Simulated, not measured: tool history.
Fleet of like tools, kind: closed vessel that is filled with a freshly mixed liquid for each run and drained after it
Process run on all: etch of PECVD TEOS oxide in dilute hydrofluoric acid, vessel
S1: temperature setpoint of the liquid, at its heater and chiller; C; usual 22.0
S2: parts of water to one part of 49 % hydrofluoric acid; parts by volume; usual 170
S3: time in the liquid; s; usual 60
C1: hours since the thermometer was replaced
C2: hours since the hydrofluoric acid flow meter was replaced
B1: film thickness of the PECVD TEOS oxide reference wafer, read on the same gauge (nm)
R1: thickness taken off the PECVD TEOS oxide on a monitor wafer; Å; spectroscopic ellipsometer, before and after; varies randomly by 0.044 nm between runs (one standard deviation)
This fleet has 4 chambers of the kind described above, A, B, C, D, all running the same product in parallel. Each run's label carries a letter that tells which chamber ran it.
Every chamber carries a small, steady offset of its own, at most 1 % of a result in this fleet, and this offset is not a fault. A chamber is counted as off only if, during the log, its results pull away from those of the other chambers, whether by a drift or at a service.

run 1C hour=6.8 | S1=22.0 S2=170 S3=60 | C1=2434.2 C2=783.7 | B1=120.00 | R1=60.886
run 2A hour=11.7 | S1=22.0 S2=170 S3=60 | C1=363.9 C2=1831.9 | B1=120.01 | R1=62.209
run 3D hour=17.2 | S1=22.0 S2=170 S3=60 | C1=474.0 C2=1043.8 | B1=119.98 | R1=61.483
run 4B hour=23.3 | S1=22.0 S2=170 S3=60 | C1=1692.5 C2=750.1 | B1=120.03 | R1=62.318
run 5C hour=33.4 | S1=22.0 S2=170 S3=60 | C1=2460.8 C2=810.3 | B1=119.99 | R1=61.230
-- hour=38.7 chamber D: hydrofluoric acid flow meter replaced
run 6B hour=41.3 | S1=17.5 S2=170 S3=60 | C1=1710.5 C2=768.1 | B1=119.99 | R1=51.781
run 7D hour=46.7 | S1=17.5 S2=170 S3=60 | C1=503.5 C2=8.1 | B1=119.98 | R1=52.445
run 8A hour=55.8 | S1=17.5 S2=170 S3=60 | C1=408.0 C2=1876.0 | B1=120.02 | R1=52.392
run 9D hour=63.0 | S1=17.5 S2=170 S3=60 | C1=519.8 C2=24.4 | B1=119.95 | R1=52.501
run 10B hour=67.5 | S1=22.0 S2=170 S3=60 | C1=1736.7 C2=794.3 | B1=120.01 | R1=62.034
run 11C hour=76.4 | S1=22.0 S2=170 S3=60 | C1=2503.8 C2=853.3 | B1=119.98 | R1=60.760
run 12A hour=82.9 | S1=22.0 S2=170 S3=60 | C1=435.1 C2=1903.1 | B1=119.98 | R1=61.820
run 13A hour=91.4 | S1=22.0 S2=170 S3=60 | C1=443.6 C2=1911.6 | B1=120.06 | R1=61.070
-- hour=98.5 chamber C: thermometer replaced
run 14C hour=101.4 | S1=22.0 S2=170 S3=60 | C1=3.0 C2=878.3 | B1=120.00 | R1=60.924
run 15B hour=106.6 | S1=20.0 S2=220 S3=60 | C1=1775.8 C2=833.4 | B1=120.00 | R1=41.968
run 16D hour=113.4 | S1=20.0 S2=220 S3=60 | C1=570.2 C2=74.8 | B1=120.03 | R1=42.598
run 17B hour=123.8 | S1=20.0 S2=220 S3=60 | C1=1793.0 C2=850.6 | B1=119.98 | R1=42.382
run 18A hour=130.1 | S1=20.0 S2=220 S3=60 | C1=482.3 C2=1950.3 | B1=119.96 | R1=42.202
run 19C hour=135.2 | S1=22.0 S2=170 S3=60 | C1=36.8 C2=912.1 | B1=119.98 | R1=60.253
run 20D hour=142.8 | S1=22.0 S2=170 S3=60 | C1=599.6 C2=104.2 | B1=120.03 | R1=62.111
run 21C hour=151.9 | S1=22.0 S2=140 S3=70 | C1=53.5 C2=928.8 | B1=120.01 | R1=89.801
run 22D hour=158.7 | S1=22.0 S2=140 S3=70 | C1=615.5 C2=120.1 | B1=119.99 | R1=90.995
run 23A hour=167.6 | S1=22.0 S2=140 S3=70 | C1=519.8 C2=1987.8 | B1=120.04 | R1=90.252
run 24B hour=174.2 | S1=22.0 S2=140 S3=70 | C1=1843.4 C2=901.0 | B1=120.00 | R1=88.514
run 25B hour=183.2 | S1=22.0 S2=170 S3=60 | C1=1852.4 C2=910.0 | B1=119.99 | R1=60.903
run 26D hour=188.3 | S1=22.0 S2=220 S3=35 | C1=645.1 C2=149.7 | B1=119.99 | R1=26.687
run 27A hour=195.1 | S1=22.0 S2=220 S3=35 | C1=547.3 C2=2015.3 | B1=120.01 | R1=26.492
run 28C hour=201.6 | S1=22.0 S2=220 S3=35 | C1=103.2 C2=978.5 | B1=119.99 | R1=25.686
run 29B hour=206.4 | S1=22.0 S2=220 S3=35 | C1=1875.6 C2=933.2 | B1=119.95 | R1=25.969
run 30C hour=215.9 | S1=22.0 S2=170 S3=60 | C1=117.5 C2=992.8 | B1=119.99 | R1=60.811
run 31D hour=221.9 | S1=22.0 S2=170 S3=60 | C1=678.7 C2=183.3 | B1=120.01 | R1=62.159
run 32A hour=230.7 | S1=22.0 S2=170 S3=60 | C1=582.9 C2=2050.9 | B1=120.00 | R1=61.559
run 33A hour=236.8 | S1=22.0 S2=170 S3=60 | C1=589.0 C2=2057.0 | B1=120.01 | R1=61.812
run 34D hour=242.9 | S1=22.0 S2=170 S3=60 | C1=699.7 C2=204.3 | B1=119.95 | R1=61.475
run 35C hour=250.0 | S1=22.0 S2=170 S3=60 | C1=151.6 C2=1026.9 | B1=119.98 | R1=60.825
run 36B hour=254.8 | S1=22.0 S2=170 S3=60 | C1=1924.0 C2=981.6 | B1=120.02 | R1=59.073
run 37D hour=263.5 | S1=25.5 S2=170 S3=85 | C1=720.3 C2=224.9 | B1=119.99 | R1=99.314
run 38B hour=272.8 | S1=25.5 S2=170 S3=85 | C1=1942.0 C2=999.6 | B1=120.05 | R1=96.629
run 39C hour=283.2 | S1=25.5 S2=170 S3=85 | C1=184.8 C2=1060.1 | B1=120.00 | R1=99.483
run 40A hour=289.7 | S1=25.5 S2=170 S3=85 | C1=641.9 C2=2109.9 | B1=119.99 | R1=100.370

All 4 chambers run these settings next. Forecast each chamber's results:
run 41A hour=297.1 | S1=22.0 S2=170 S3=60 | R1=?
run 41B hour=297.1 | S1=22.0 S2=170 S3=60 | R1=?
run 41C hour=297.1 | S1=22.0 S2=170 S3=60 | R1=?
run 41D hour=297.1 | S1=22.0 S2=170 S3=60 | R1=?

run=41A R1=61.890
run=41B R1=59.323
run=41C R1=61.115
run=41D R1=62.350
